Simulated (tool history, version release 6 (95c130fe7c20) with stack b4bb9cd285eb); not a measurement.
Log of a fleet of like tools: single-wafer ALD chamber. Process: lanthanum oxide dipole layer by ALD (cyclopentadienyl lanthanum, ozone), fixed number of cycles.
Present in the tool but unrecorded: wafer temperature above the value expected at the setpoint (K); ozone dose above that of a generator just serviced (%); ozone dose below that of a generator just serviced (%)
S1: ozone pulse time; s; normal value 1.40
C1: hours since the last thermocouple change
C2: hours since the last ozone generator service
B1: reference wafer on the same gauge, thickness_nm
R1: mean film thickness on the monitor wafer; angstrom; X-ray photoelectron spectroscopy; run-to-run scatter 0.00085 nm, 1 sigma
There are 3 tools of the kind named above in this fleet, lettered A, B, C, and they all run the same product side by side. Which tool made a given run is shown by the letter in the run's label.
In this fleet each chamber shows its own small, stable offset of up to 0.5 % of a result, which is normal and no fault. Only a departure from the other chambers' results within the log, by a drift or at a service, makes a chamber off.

Run 1C, day 0.308: usual settings; C1 897.0; C2 385.9; B1 0.64981. Result: R1 5.3971 angstrom.
Run 2A, day 0.625: usual settings; C1 370.6; C2 714.2; B1 0.64960. Result: R1 5.4411 angstrom.
Run 3B, day 1.108: usual settings; C1 1183.1; C2 27.7; B1 0.64974. Result: R1 5.4595 angstrom.
Run 4B, day 1.421: usual settings; C1 1190.6; C2 35.2; B1 0.64912. Result: R1 5.4525 angstrom.
Run 5A, day 1.871: usual settings but S1 1.86 s; C1 400.5; C2 744.1; B1 0.64903. Result: R1 5.6414 angstrom.
Run 6C, day 2.192: usual settings but S1 1.86 s; C1 942.2; C2 431.1; B1 0.64872. Result: R1 5.6101 angstrom.
Run 7C, day 2.708: usual settings but S1 1.86 s; C1 954.6; C2 443.5; B1 0.64861. Result: R1 5.6048 angstrom.
At day 3.008: chamber B: thermocouple changed; heater temperature recalibrated.
Run 8B, day 3.046: usual settings; C1 0.9; C2 74.2; B1 0.64866. Result: R1 5.4349 angstrom.
Run 9A, day 3.492: usual settings; C1 439.4; C2 783.0; B1 0.64812. Result: R1 5.4235 angstrom.
Run 10A, day 3.792: usual settings but S1 1.15 s; C1 446.6; C2 790.2; B1 0.64790. Result: R1 5.1958 angstrom.
Run 11C, day 4.267: usual settings but S1 1.15 s; C1 992.0; C2 480.9; B1 0.64794. Result: R1 5.1529 angstrom.
Run 12B, day 4.504: usual settings but S1 1.15 s; C1 35.9; C2 109.2; B1 0.64780. Result: R1 5.2074 angstrom.
Run 13C, day 4.788: usual settings; C1 1004.5; C2 493.4; B1 0.64744. Result: R1 5.3908 angstrom.
Run 14A, day 5.146: usual settings but S1 0.93 s; C1 479.1; C2 822.7; B1 0.64702. Result: R1 4.8455 angstrom.
Run 15B, day 5.550: usual settings but S1 0.93 s; C1 61.0; C2 134.3; B1 0.64689. Result: R1 4.8706 angstrom.
At day 5.600: chamber A: ozone generator serviced.
Run 16B, day 6.000: usual settings but S1 0.93 s; C1 71.8; C2 145.1; B1 0.64685. Result: R1 4.8849 angstrom.
Run 17C, day 6.442: usual settings; C1 1044.2; C2 533.1; B1 0.64659. Result: R1 5.3880 angstrom.
Run 18A, day 6.958: usual settings but S1 1.88 s; C1 522.6; C2 32.7; B1 0.64631. Result: R1 5.6275 angstrom.
Run 19A, day 7.238: usual settings but S1 1.88 s; C1 529.3; C2 39.4; B1 0.64599. Result: R1 5.6152 angstrom.
Run 20B, day 7.508: usual settings but S1 1.88 s; C1 108.0; C2 181.3; B1 0.64605. Result: R1 5.6175 angstrom.

Next, every chamber runs the same settings. What will each give?
Run 21A, day 7.888: usual settings but S1 1.66 s. Result: R1 ?.
Run 21B, day 7.888: usual settings but S1 1.66 s. Result: R1 ?.
Run 21C, day 7.888: usual settings but S1 1.66 s. Result: R1 ?.

run      R1
21A  5.5639
21B  5.5627
21C  5.5267
